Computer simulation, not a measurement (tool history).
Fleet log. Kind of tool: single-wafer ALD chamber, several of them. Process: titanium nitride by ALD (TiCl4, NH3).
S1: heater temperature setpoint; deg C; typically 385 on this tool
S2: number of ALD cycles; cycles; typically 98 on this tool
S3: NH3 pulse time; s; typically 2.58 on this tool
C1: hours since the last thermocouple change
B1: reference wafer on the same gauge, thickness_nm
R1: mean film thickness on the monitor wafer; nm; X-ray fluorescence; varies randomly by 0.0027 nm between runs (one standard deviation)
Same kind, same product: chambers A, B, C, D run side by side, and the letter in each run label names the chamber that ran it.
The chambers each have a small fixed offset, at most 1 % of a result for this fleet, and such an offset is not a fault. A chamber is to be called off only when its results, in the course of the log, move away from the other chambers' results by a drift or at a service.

run   hour   S1   S2    S3      C1      B1      R1
 1B    5.1  385   98  2.58   720.0  2.3804  2.1509
 2D    9.0  385   98  2.58   875.6  2.3799  2.1790
 3C   12.2  385   98  2.58   695.2  2.3807  2.1522
 4A   15.0  385   98  2.58   999.0  2.3804  2.1804
 5B   20.4  385   98  2.58   735.3  2.3821  2.1497
 6A   25.0  385   98  2.58  1009.0  2.3825  2.1756
 7D   31.1  385   98  2.58   897.7  2.3826  2.1769
 8C   36.6  385   98  2.58   719.6  2.3825  2.1550
 9A   39.7  385   98  2.58  1023.7  2.3836  2.1769
10D   46.1  385   98  2.58   912.7  2.3841  2.1822
11C   51.6  373   98  3.58   734.6  2.3840  2.1765
12B   57.9  373   98  3.58   772.8  2.3847  2.1676
13D   62.1  373   98  3.58   928.7  2.3845  2.1975
14C   67.4  373   98  3.58   750.4  2.3851  2.1693
15A   70.5  385   98  2.58  1054.5  2.3855  2.1834
16B   74.8  385   98  2.58   789.7  2.3860  2.1581
17D   80.2  385   98  1.71   946.8  2.3870  2.1396
18A   84.4  385   98  1.71  1068.4  2.3867  2.1371
19B   87.7  385   98  1.71   802.6  2.3872  2.1102
20C   91.2  385   98  1.71   774.2  2.3865  2.1181
21C   96.3  385   98  2.58   779.3  2.3876  2.1653
22B   99.9  385   83  2.58   814.8  2.3878  1.8255
23D  105.1  385   83  2.58   971.7  2.3881  1.8496
24A  110.9  385   83  2.58  1094.9  2.3886  1.8497
25D  115.4  385   83  2.58   982.0  2.3886  1.8510
26C  119.8  385   98  2.58   802.8  2.3897  2.1586
27B  123.5  381   98  2.58   838.4  2.3896  2.1506
28A  128.5  381   98  2.58  1112.5  2.3899  2.1820
29B  133.4  381   98  2.58   848.3  2.3914  2.1471
30C  136.7  381   98  2.58   819.7  2.3907  2.1559
31A  140.3  385   98  2.58  1124.3  2.3908  2.1879
32D  146.0  385   98  2.58  1012.6  2.3919  2.1859
33C  150.4  385  105  2.08   833.4  2.3917  2.2959
34D  154.7  385  105  2.08  1021.3  2.3926  2.3229

Does one chamber stand apart from the rest, does the shared gauge drift, or is all well apart from small per-chamber offsets? Give the chamber and the most likely cause, where there is one.

The gauge drifts, so all chambers seem to drift together. No chamber is off.
Most likely cause: gauge reads high (%) = 0.523.
